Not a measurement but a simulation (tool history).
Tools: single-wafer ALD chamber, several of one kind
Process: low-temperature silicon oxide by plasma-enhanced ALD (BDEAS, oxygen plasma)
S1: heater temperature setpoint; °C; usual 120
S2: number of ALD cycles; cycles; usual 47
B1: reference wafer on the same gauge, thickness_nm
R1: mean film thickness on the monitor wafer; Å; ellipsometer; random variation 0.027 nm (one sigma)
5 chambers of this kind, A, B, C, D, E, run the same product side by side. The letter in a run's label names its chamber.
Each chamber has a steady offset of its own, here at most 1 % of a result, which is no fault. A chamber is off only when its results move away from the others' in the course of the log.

{"run": "1B", "hour": 4.2, "S1": 120, "S2": 47, "B1": 7.6404, "R1": 65.024}
{"run": "2C", "hour": 8.7, "S1": 120, "S2": 47, "B1": 7.6321, "R1": 64.636}
{"run": "3E", "hour": 12.1, "S1": 120, "S2": 47, "B1": 7.6404, "R1": 65.077}
{"run": "4A", "hour": 15.6, "S1": 120, "S2": 47, "B1": 7.6367, "R1": 64.93}
{"run": "5D", "hour": 18.9, "S1": 120, "S2": 55, "B1": 7.6356, "R1": 76.318}
{"run": "6E", "hour": 23.4, "S1": 120, "S2": 55, "B1": 7.6355, "R1": 76.301}
{"run": "7A", "hour": 27.9, "S1": 120, "S2": 55, "B1": 7.6351, "R1": 75.137}
{"run": "8B", "hour": 30.4, "S1": 120, "S2": 55, "B1": 7.6424, "R1": 75.332}
{"hour": 30.7, "done": "chamber A: thermocouple changed; heater temperature recalibrated"}
{"run": "9C", "hour": 34.4, "S1": 120, "S2": 55, "B1": 7.6361, "R1": 75.063}
{"run": "10D", "hour": 39.8, "S1": 120, "S2": 47, "B1": 7.6364, "R1": 64.904}
{"run": "11E", "hour": 43.1, "S1": 120, "S2": 47, "B1": 7.6407, "R1": 64.946}
{"run": "12B", "hour": 48.4, "S1": 120, "S2": 47, "B1": 7.6415, "R1": 63.889}
{"run": "13A", "hour": 53.9, "S1": 120, "S2": 47, "B1": 7.6432, "R1": 64.826}
{"run": "14D", "hour": 58.3, "S1": 120, "S2": 47, "B1": 7.6451, "R1": 65.056}
{"run": "15C", "hour": 61.3, "S1": 120, "S2": 53, "B1": 7.6434, "R1": 72.682}
{"run": "16C", "hour": 66.3, "S1": 120, "S2": 53, "B1": 7.6345, "R1": 72.437}
{"run": "17A", "hour": 71.6, "S1": 120, "S2": 53, "B1": 7.6358, "R1": 72.886}
{"run": "18B", "hour": 75.4, "S1": 120, "S2": 53, "B1": 7.6432, "R1": 72.995}
{"run": "19E", "hour": 78.4, "S1": 120, "S2": 53, "B1": 7.647, "R1": 73.498}
{"run": "20D", "hour": 82.9, "S1": 120, "S2": 47, "B1": 7.6379, "R1": 65.059}
{"run": "21B", "hour": 85.7, "S1": 120, "S2": 47, "B1": 7.6392, "R1": 65}
{"run": "22A", "hour": 90.9, "S1": 120, "S2": 47, "B1": 7.6432, "R1": 64.737}
{"run": "23C", "hour": 94.0, "S1": 120, "S2": 47, "B1": 7.6371, "R1": 64.707}
{"run": "24D", "hour": 97.8, "S1": 120, "S2": 47, "B1": 7.6398, "R1": 65.221}
{"run": "25E", "hour": 101.8, "S1": 120, "S2": 47, "B1": 7.6341, "R1": 64.699}
{"run": "26D", "hour": 104.2, "S1": 120, "S2": 47, "B1": 7.638, "R1": 64.501}
{"run": "27A", "hour": 107.7, "S1": 120, "S2": 47, "B1": 7.635, "R1": 65.047}
{"run": "28E", "hour": 110.2, "S1": 120, "S2": 47, "B1": 7.6334, "R1": 65.328}
{"run": "29C", "hour": 115.7, "S1": 120, "S2": 47, "B1": 7.6428, "R1": 64.381}
{"run": "30B", "hour": 120.6, "S1": 120, "S2": 47, "B1": 7.6419, "R1": 64.62}
{"run": "31E", "hour": 125.3, "S1": 120, "S2": 47, "B1": 7.6346, "R1": 65.288}
{"run": "32B", "hour": 128.9, "S1": 125, "S2": 41, "B1": 7.643, "R1": 56.019}
{"run": "33C", "hour": 133.0, "S1": 125, "S2": 41, "B1": 7.644, "R1": 55.79}
{"run": "34A", "hour": 138.6, "S1": 125, "S2": 41, "B1": 7.6382, "R1": 55.973}

Is one chamber off against the others, does the gauge drift, or is nothing wrong? If a chamber is off, say which, and what the likeliest cause is.

No chamber stands off beyond its own small offset, and the gauge holds steady.
